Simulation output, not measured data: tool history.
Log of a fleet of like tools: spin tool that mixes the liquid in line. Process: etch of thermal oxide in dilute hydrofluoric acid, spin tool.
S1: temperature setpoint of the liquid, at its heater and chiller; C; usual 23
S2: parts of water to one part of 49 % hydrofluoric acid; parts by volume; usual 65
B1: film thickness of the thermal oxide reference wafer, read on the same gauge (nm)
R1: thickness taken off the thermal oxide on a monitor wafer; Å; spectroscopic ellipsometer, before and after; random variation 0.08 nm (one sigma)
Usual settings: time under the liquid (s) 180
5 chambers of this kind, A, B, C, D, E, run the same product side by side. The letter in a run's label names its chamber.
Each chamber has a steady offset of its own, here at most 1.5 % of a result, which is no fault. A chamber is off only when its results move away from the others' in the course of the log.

Run 1C, hour 6.2: usual settings; B1 79.979. Result: R1 128.01 Å.
At hour 10.7: chamber D: hydrofluoric acid flow meter replaced.
Run 2E, hour 11.1: usual settings; B1 79.983. Result: R1 128.68 Å.
Run 3A, hour 17.6: usual settings; B1 79.984. Result: R1 128.75 Å.
At hour 22.6: chamber D: thermometer replaced.
Run 4B, hour 22.7: usual settings; B1 80.029. Result: R1 129.17 Å.
Run 5D, hour 28.3: usual settings; B1 79.99. Result: R1 129.07 Å.
Run 6C, hour 35.5: usual settings; B1 79.989. Result: R1 128.71 Å.
Run 7E, hour 41.8: usual settings; B1 80.001. Result: R1 130.75 Å.
Run 8D, hour 46.3: usual settings; B1 80.039. Result: R1 128.67 Å.
Run 9B, hour 52.7: usual settings but S2 80 parts by volume, time under the liquid (s) 80; B1 80.003. Result: R1 44.749 Å.
Run 10A, hour 59.2: usual settings but S2 80 parts by volume, time under the liquid (s) 80; B1 80.001. Result: R1 45.272 Å.
Run 11A, hour 67.4: usual settings but S2 80 parts by volume, time under the liquid (s) 80; B1 79.991. Result: R1 45.984 Å.
Run 12B, hour 74.9: usual settings but S2 80 parts by volume, time under the liquid (s) 80; B1 80.004. Result: R1 45.793 Å.
Run 13D, hour 82.5: usual settings but S2 80 parts by volume, time under the liquid (s) 80; B1 80.015. Result: R1 45.88 Å.
Run 14C, hour 88: usual settings; B1 79.967. Result: R1 128.13 Å.
Run 15E, hour 95.1: usual settings; B1 79.997. Result: R1 130.96 Å.
Run 16C, hour 103.3: usual settings; B1 79.964. Result: R1 128.02 Å.
Run 17A, hour 109.3: usual settings; B1 79.993. Result: R1 128.55 Å.
Run 18D, hour 113.1: usual settings; B1 79.986. Result: R1 128.97 Å.
Run 19B, hour 117.6: usual settings; B1 80.004. Result: R1 128.38 Å.
Run 20E, hour 125.7: usual settings; B1 79.976. Result: R1 133.17 Å.
Run 21B, hour 133.3: usual settings; B1 79.999. Result: R1 127.7 Å.
Run 22C, hour 140.8: usual settings but S1 19.5 C, S2 85 parts by volume; B1 79.975. Result: R1 83.164 Å.
Run 23D, hour 148.2: usual settings but S1 19.5 C, S2 85 parts by volume; B1 80.023. Result: R1 83.331 Å.
Run 24A, hour 155: usual settings but S1 19.5 C, S2 85 parts by volume; B1 80.019. Result: R1 83.316 Å.
Run 25E, hour 160.5: usual settings but S1 19.5 C, S2 85 parts by volume; B1 79.999. Result: R1 88.005 Å.
Run 26C, hour 168.1: usual settings but S1 19.5 C, S2 85 parts by volume; B1 80.006. Result: R1 82.908 Å.
Run 27D, hour 173: usual settings but S2 90 parts by volume; B1 79.997. Result: R1 90.803 Å.
Run 28A, hour 179.2: usual settings but S2 90 parts by volume; B1 80.008. Result: R1 88.618 Å.
Run 29B, hour 185.8: usual settings but S2 90 parts by volume; B1 79.98. Result: R1 89.959 Å.
Run 30E, hour 190.6: usual settings but S2 90 parts by volume; B1 80. Result: R1 95.122 Å.
Run 31C, hour 196.2: usual settings but S2 90 parts by volume; B1 79.987. Result: R1 89.774 Å.
Run 32E, hour 202.3: usual settings; B1 79.987. Result: R1 136.45 Å.
At hour 202.9: chamber C: hydrofluoric acid flow meter replaced.
Run 33B, hour 207.7: usual settings; B1 79.963. Result: R1 129.77 Å.
Run 34A, hour 212.2: usual settings; B1 79.984. Result: R1 129.13 Å.
Run 35D, hour 220.4: usual settings; B1 79.962. Result: R1 129.26 Å.
Run 36A, hour 224.6: usual settings but S1 21 C, time under the liquid (s) 130; B1 79.968. Result: R1 86.303 Å.
Run 37E, hour 232.8: usual settings but S1 21 C, time under the liquid (s) 130; B1 80.047. Result: R1 91.572 Å.
Run 38C, hour 237.9: usual settings but S1 21 C, time under the liquid (s) 130; B1 80.023. Result: R1 85.186 Å.
Run 39B, hour 245.2: usual settings but S1 21 C, time under the liquid (s) 130; B1 79.988. Result: R1 86.053 Å.
Run 40D, hour 250.4: usual settings but S1 21 C, time under the liquid (s) 130; B1 79.985. Result: R1 86.383 Å.
Run 41A, hour 258.2: usual settings; B1 80.021. Result: R1 129.28 Å.
Run 42E, hour 263.1: usual settings; B1 80.019. Result: R1 140.95 Å.
Run 43D, hour 268.8: usual settings but S2 85 parts by volume, time under the liquid (s) 250; B1 80.015. Result: R1 133.05 Å.
Run 44C, hour 274.8: usual settings but S2 85 parts by volume, time under the liquid (s) 250; B1 79.993. Result: R1 133.87 Å.

Next, every chamber runs the same settings. What will each give?
Run 45A, hour 280.7: usual settings. Result: R1 ?.
Run 45B, hour 280.7: usual settings. Result: R1 ?.
Run 45C, hour 280.7: usual settings. Result: R1 ?.
Run 45D, hour 280.7: usual settings. Result: R1 ?.
Run 45E, hour 280.7: usual settings. Result: R1 ?.

run      R1
45A  129.65
45B  129.47
45C  129.78
45D  128.95
45E  141.03

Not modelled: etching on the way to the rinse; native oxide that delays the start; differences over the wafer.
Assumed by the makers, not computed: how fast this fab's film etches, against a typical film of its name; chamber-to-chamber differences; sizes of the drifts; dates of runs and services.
